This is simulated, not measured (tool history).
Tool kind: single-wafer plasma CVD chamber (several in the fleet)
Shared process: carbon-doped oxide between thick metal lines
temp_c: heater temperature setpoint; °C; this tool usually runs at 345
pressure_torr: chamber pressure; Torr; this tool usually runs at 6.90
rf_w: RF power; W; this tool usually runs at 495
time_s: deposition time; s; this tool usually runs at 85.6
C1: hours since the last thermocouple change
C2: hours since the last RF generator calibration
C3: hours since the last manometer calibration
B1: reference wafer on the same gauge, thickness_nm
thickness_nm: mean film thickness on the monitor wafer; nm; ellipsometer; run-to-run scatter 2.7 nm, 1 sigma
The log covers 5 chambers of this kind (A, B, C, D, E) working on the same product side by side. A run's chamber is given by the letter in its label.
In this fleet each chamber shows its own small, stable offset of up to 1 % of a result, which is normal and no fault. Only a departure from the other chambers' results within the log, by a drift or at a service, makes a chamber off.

run 1D hour=11.6 | temp_c=345 pressure_torr=6.90 rf_w=495 time_s=85.6 | C1=561.4 C2=556.3 C3=410.3 | B1=536.14 | thickness_nm=455.16
run 2E hour=17.8 | temp_c=345 pressure_torr=6.90 rf_w=495 time_s=85.6 | C1=1607.3 C2=992.8 C3=314.4 | B1=534.52 | thickness_nm=454.57
run 3A hour=26.3 | temp_c=345 pressure_torr=6.90 rf_w=495 time_s=85.6 | C1=1002.2 C2=1402.0 C3=1066.2 | B1=535.14 | thickness_nm=450.87
run 4C hour=35.0 | temp_c=345 pressure_torr=6.90 rf_w=495 time_s=85.6 | C1=210.3 C2=549.1 C3=882.9 | B1=534.99 | thickness_nm=454.81
run 5B hour=45.2 | temp_c=345 pressure_torr=6.90 rf_w=530 time_s=85.6 | C1=121.2 C2=833.4 C3=216.5 | B1=535.42 | thickness_nm=465.35
run 6E hour=55.3 | temp_c=345 pressure_torr=6.90 rf_w=530 time_s=85.6 | C1=1644.8 C2=1030.3 C3=351.9 | B1=534.45 | thickness_nm=476.39
run 7C hour=62.9 | temp_c=345 pressure_torr=6.90 rf_w=530 time_s=85.6 | C1=238.2 C2=577.0 C3=910.8 | B1=535.16 | thickness_nm=476.20
run 8B hour=74.8 | temp_c=345 pressure_torr=6.90 rf_w=530 time_s=85.6 | C1=150.8 C2=863.0 C3=246.1 | B1=535.75 | thickness_nm=471.00
run 9D hour=82.8 | temp_c=345 pressure_torr=6.90 rf_w=530 time_s=85.6 | C1=632.6 C2=627.5 C3=481.5 | B1=534.77 | thickness_nm=474.67
run 10A hour=96.4 | temp_c=345 pressure_torr=6.90 rf_w=495 time_s=85.6 | C1=1072.3 C2=1472.1 C3=1136.3 | B1=535.52 | thickness_nm=456.46
run 11B hour=105.0 | temp_c=345 pressure_torr=6.90 rf_w=495 time_s=85.6 | C1=181.0 C2=893.2 C3=276.3 | B1=534.81 | thickness_nm=446.76
run 12A hour=115.8 | temp_c=345 pressure_torr=6.90 rf_w=495 time_s=85.6 | C1=1091.7 C2=1491.5 C3=1155.7 | B1=535.10 | thickness_nm=457.14
run 13C hour=128.5 | temp_c=345 pressure_torr=6.90 rf_w=495 time_s=85.6 | C1=303.8 C2=642.6 C3=976.4 | B1=535.14 | thickness_nm=452.83
run 14D hour=135.2 | temp_c=345 pressure_torr=6.90 rf_w=495 time_s=85.6 | C1=685.0 C2=679.9 C3=533.9 | B1=535.26 | thickness_nm=454.76
run 15E hour=148.3 | temp_c=345 pressure_torr=6.90 rf_w=495 time_s=85.6 | C1=1737.8 C2=1123.3 C3=444.9 | B1=534.67 | thickness_nm=456.31
run 16D hour=155.8 | temp_c=345 pressure_torr=6.90 rf_w=495 time_s=85.6 | C1=705.6 C2=700.5 C3=554.5 | B1=534.89 | thickness_nm=450.43
run 17E hour=163.1 | temp_c=345 pressure_torr=6.90 rf_w=495 time_s=85.6 | C1=1752.6 C2=1138.1 C3=459.7 | B1=534.28 | thickness_nm=452.29
run 18A hour=173.9 | temp_c=351 pressure_torr=6.90 rf_w=495 time_s=85.6 | C1=1149.8 C2=1549.6 C3=1213.8 | B1=535.29 | thickness_nm=441.52
run 19C hour=182.0 | temp_c=351 pressure_torr=6.90 rf_w=495 time_s=85.6 | C1=357.3 C2=696.1 C3=1029.9 | B1=534.57 | thickness_nm=443.64
run 20B hour=190.6 | temp_c=351 pressure_torr=6.90 rf_w=495 time_s=85.6 | C1=266.6 C2=978.8 C3=361.9 | B1=535.78 | thickness_nm=436.49
run 21D hour=201.2 | temp_c=351 pressure_torr=6.90 rf_w=495 time_s=85.6 | C1=751.0 C2=745.9 C3=599.9 | B1=534.79 | thickness_nm=446.04
run 22B hour=213.4 | temp_c=351 pressure_torr=6.90 rf_w=495 time_s=85.6 | C1=289.4 C2=1001.6 C3=384.7 | B1=535.10 | thickness_nm=442.02
run 23C hour=220.3 | temp_c=345 pressure_torr=6.90 rf_w=495 time_s=85.6 | C1=395.6 C2=734.4 C3=1068.2 | B1=535.22 | thickness_nm=453.66
run 24A hour=232.1 | temp_c=345 pressure_torr=6.90 rf_w=495 time_s=85.6 | C1=1208.0 C2=1607.8 C3=1272.0 | B1=535.75 | thickness_nm=453.09
run 25E hour=239.9 | temp_c=345 pressure_torr=6.90 rf_w=495 time_s=85.6 | C1=1829.4 C2=1214.9 C3=536.5 | B1=534.26 | thickness_nm=454.51
run 26E hour=250.0 | temp_c=345 pressure_torr=6.90 rf_w=495 time_s=85.6 | C1=1839.5 C2=1225.0 C3=546.6 | B1=534.82 | thickness_nm=453.92
run 27D hour=256.7 | temp_c=345 pressure_torr=6.90 rf_w=495 time_s=85.6 | C1=806.5 C2=801.4 C3=655.4 | B1=534.91 | thickness_nm=458.64
run 28C hour=267.4 | temp_c=345 pressure_torr=5.25 rf_w=495 time_s=85.6 | C1=442.7 C2=781.5 C3=1115.3 | B1=535.22 | thickness_nm=441.73
run 29B hour=279.4 | temp_c=345 pressure_torr=5.25 rf_w=495 time_s=85.6 | C1=355.4 C2=1067.6 C3=450.7 | B1=535.34 | thickness_nm=433.12
-- hour=283.6 chamber A: RF generator calibrated
run 30A hour=285.7 | temp_c=345 pressure_torr=5.25 rf_w=495 time_s=85.6 | C1=1261.6 C2=2.2 C3=1325.6 | B1=534.72 | thickness_nm=433.64
run 31A hour=293.3 | temp_c=345 pressure_torr=5.25 rf_w=495 time_s=85.6 | C1=1269.2 C2=9.8 C3=1333.2 | B1=534.85 | thickness_nm=434.38
run 32C hour=306.5 | temp_c=345 pressure_torr=5.25 rf_w=495 time_s=85.6 | C1=481.8 C2=820.6 C3=1154.4 | B1=534.40 | thickness_nm=440.65

Each of the 5 chambers runs these same settings next. Fill in every chamber's results:
run 33A hour=316.3 | temp_c=345 pressure_torr=6.90 rf_w=535 time_s=85.6 | thickness_nm=?
run 33B hour=316.3 | temp_c=345 pressure_torr=6.90 rf_w=535 time_s=85.6 | thickness_nm=?
run 33C hour=316.3 | temp_c=345 pressure_torr=6.90 rf_w=535 time_s=85.6 | thickness_nm=?
run 33D hour=316.3 | temp_c=345 pressure_torr=6.90 rf_w=535 time_s=85.6 | thickness_nm=?
run 33E hour=316.3 | temp_c=345 pressure_torr=6.90 rf_w=535 time_s=85.6 | thickness_nm=?

run=33A thickness_nm=473.84
run=33B thickness_nm=473.26
run=33C thickness_nm=481.28
run=33D thickness_nm=476.12
run=33E thickness_nm=477.73
